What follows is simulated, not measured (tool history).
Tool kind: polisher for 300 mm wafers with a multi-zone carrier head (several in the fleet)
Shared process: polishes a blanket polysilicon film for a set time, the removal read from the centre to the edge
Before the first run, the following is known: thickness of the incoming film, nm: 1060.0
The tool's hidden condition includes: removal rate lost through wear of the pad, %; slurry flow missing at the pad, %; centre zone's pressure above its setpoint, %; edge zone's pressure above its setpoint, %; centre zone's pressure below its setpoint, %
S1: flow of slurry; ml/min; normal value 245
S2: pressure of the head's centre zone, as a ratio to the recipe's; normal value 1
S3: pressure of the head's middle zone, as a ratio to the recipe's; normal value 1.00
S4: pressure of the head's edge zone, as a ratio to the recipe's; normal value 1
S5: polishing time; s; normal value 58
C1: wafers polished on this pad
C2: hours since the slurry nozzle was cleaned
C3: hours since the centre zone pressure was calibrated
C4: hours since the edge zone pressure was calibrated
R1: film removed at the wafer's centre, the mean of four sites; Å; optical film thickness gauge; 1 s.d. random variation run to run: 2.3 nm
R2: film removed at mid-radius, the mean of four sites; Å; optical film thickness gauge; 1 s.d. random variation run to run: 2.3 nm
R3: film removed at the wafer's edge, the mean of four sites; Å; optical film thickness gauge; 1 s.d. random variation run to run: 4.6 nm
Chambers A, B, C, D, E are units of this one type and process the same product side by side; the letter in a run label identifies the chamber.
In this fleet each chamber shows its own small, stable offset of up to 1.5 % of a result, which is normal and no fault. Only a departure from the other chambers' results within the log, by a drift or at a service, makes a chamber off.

run	day	S1	S2	S3	S4	S5	C1	C2	C3	C4	R1	R2	R3
1D	0.267	245	1	1.00	1	58	559	295.6	769.2	876.4	3285.1	3258.8	3324.1
2B	0.558	245	1	1.00	1	58	344	31.8	53.4	735.5	3311.4	3227.9	3268.7
3C	0.742	245	1	1.00	1	58	205	308.9	637.3	89.1	3293.7	3281.5	3256.5
# day 0.821: chamber C: slurry nozzle cleaned
4A	0.917	245	1	1.00	1	58	507	923.2	165.9	666.4	3316.8	3306.3	3186.5
5E	1.121	245	1	1.00	1	58	424	517.8	1116.3	386.4	3288.0	3270.8	3338.5
6E	1.417	245	1	1.00	1	58	488	524.9	1123.4	393.5	3305.3	3260.7	3247.2
7D	1.621	245	1	1.00	1	58	855	328.1	801.7	908.9	3306.1	3254.1	3254.1
# day 1.783: chamber E: worn pad replaced by a new one
8B	1.904	245	1	0.92	1	58	637	64.1	85.7	767.8	3276.2	3039.9	3270.7
9C	2.108	245	1	0.92	1	58	503	30.9	670.1	121.9	3326.5	2994.0	3340.5
# day 2.112: chamber A: worn pad replaced by a new one
10A	2.312	245	1	0.92	1	58	44	956.7	199.4	699.9	3282.6	3122.2	3208.0
# day 2.471: chamber D: worn pad replaced by a new one
11B	2.475	245	1	0.92	1	58	762	77.8	99.4	781.5	3348.7	2977.2	3183.0
12E	2.825	245	1	0.92	1	58	227	558.7	1157.2	427.3	3311.9	3014.9	3218.0
13A	3.012	245	1	1.00	1	58	197	973.5	216.2	716.7	3301.6	3319.5	3272.9
# day 3.108: chamber E: centre zone pressure recalibrated
# day 3.154: chamber C: worn pad replaced by a new one
14C	3.296	245	1	1.00	1	58	31	59.4	698.6	150.4	3287.6	3259.3	3347.8
15D	3.588	245	1	1.00	1	58	243	375.3	848.9	956.1	3299.0	3282.2	3301.9
16D	3.838	245	1	1.00	1	58	298	381.3	854.9	962.1	3239.6	3287.0	3185.8
17C	4.000	245	1	1.00	1	58	185	76.3	715.5	167.3	3294.9	3251.1	3287.0
# day 4.229: chamber A: slurry nozzle cleaned
18B	4.350	245	1	1.09	1	58	1171	122.8	144.4	826.5	3298.3	3516.9	3198.3
19E	4.529	245	1	1.09	1	58	599	599.6	34.2	468.2	3558.0	3499.2	3364.2
# day 4.538: chamber B: edge zone pressure recalibrated
# day 4.729: chamber E: worn pad replaced by a new one
20A	4.821	245	1	1.09	1	58	591	14.2	259.6	760.1	3282.2	3603.6	3231.0
# day 4.867: chamber A: worn pad replaced by a new one
# day 4.871: chamber B: worn pad replaced by a new one
21E	5.104	245	1	1.09	1	58	82	613.4	48.0	482.0	3518.6	3564.7	3266.2
22B	5.442	245	1	1.09	1	58	125	149.0	170.6	21.8	3303.1	3509.5	3265.4
23C	5.783	245	1	1.00	1	58	574	119.1	758.3	210.1	3319.9	3238.0	3248.3
24A	6.108	245	1	1.00	1	58	271	45.1	290.5	791.0	3343.6	3339.2	3249.2
25D	6.446	245	1	1.00	1	58	867	443.9	917.5	1024.7	3241.7	3220.5	3234.0
26C	6.683	245	1	1.00	1	58	770	140.7	779.9	231.7	3341.6	3250.5	3345.9
27B	6.892	245	1	1.00	1	58	441	183.8	205.4	56.6	3296.0	3263.4	3163.9
# day 6.896: chamber C: worn pad replaced by a new one
28E	7.212	245	1	1.00	1	58	542	664.0	98.6	532.6	3512.4	3204.3	3305.9
# day 7.267: chamber E: worn pad replaced by a new one
# day 7.392: chamber D: worn pad replaced by a new one
29A	7.425	245	1	1.00	1	48	558	76.7	322.1	822.6	2726.5	2759.6	2741.4
# day 7.479: chamber A: centre zone pressure recalibrated
30D	7.633	245	1	1.00	1	48	53	472.4	946.0	1053.2	2703.5	2702.3	2713.9
31B	7.800	245	1	1.00	1	48	639	205.6	227.2	78.4	2724.6	2658.3	2703.8
32D	8.071	245	1	1.00	1	48	148	482.9	956.5	1063.7	2736.8	2700.0	2689.7
# day 8.083: chamber A: edge zone pressure recalibrated
# day 8.321: chamber A: worn pad replaced by a new one
33C	8.338	245	1	1.00	1	48	315	180.4	819.6	271.4	2748.2	2702.4	2752.7
34A	8.508	305	1	1.07	1	58	40	102.7	24.7	10.2	3389.0	3584.8	3291.8
35E	8.788	305	1	1.07	1	58	332	701.8	136.4	570.4	3643.7	3602.7	3364.5
36D	8.992	305	1	1.07	1	58	349	505.0	978.6	1085.8	3355.3	3574.3	3294.5
37C	9.304	305	1	1.07	1	58	526	203.6	842.8	294.6	3385.8	3520.5	3281.9
38A	9.617	305	1	1.07	1	58	282	129.3	51.3	36.8	3381.9	3607.9	3312.6
39E	9.779	245	1	1.00	1	58	549	725.6	160.2	594.2	3577.2	3244.2	3263.9
40B	9.996	245	1	1.00	1	58	1118	258.3	279.9	131.1	3323.6	3255.8	3214.6

All chambers now run identical settings, listed one chamber a line with results as question marks. What results will each chamber show?
41A	10.254	245	1	1.00	1	58					?	?	?
41B	10.254	245	1	1.00	1	58					?	?	?
41C	10.254	245	1	1.00	1	58					?	?	?
41D	10.254	245	1	1.00	1	58					?	?	?
41E	10.254	245	1	1.00	1	58					?	?	?

run	R1	R2	R3
41A	3255.0	3337.9	3292.2
41B	3310.7	3219.6	3190.9
41C	3289.2	3227.0	3303.4
41D	3227.1	3271.6	3212.1
41E	3503.9	3287.4	3295.0
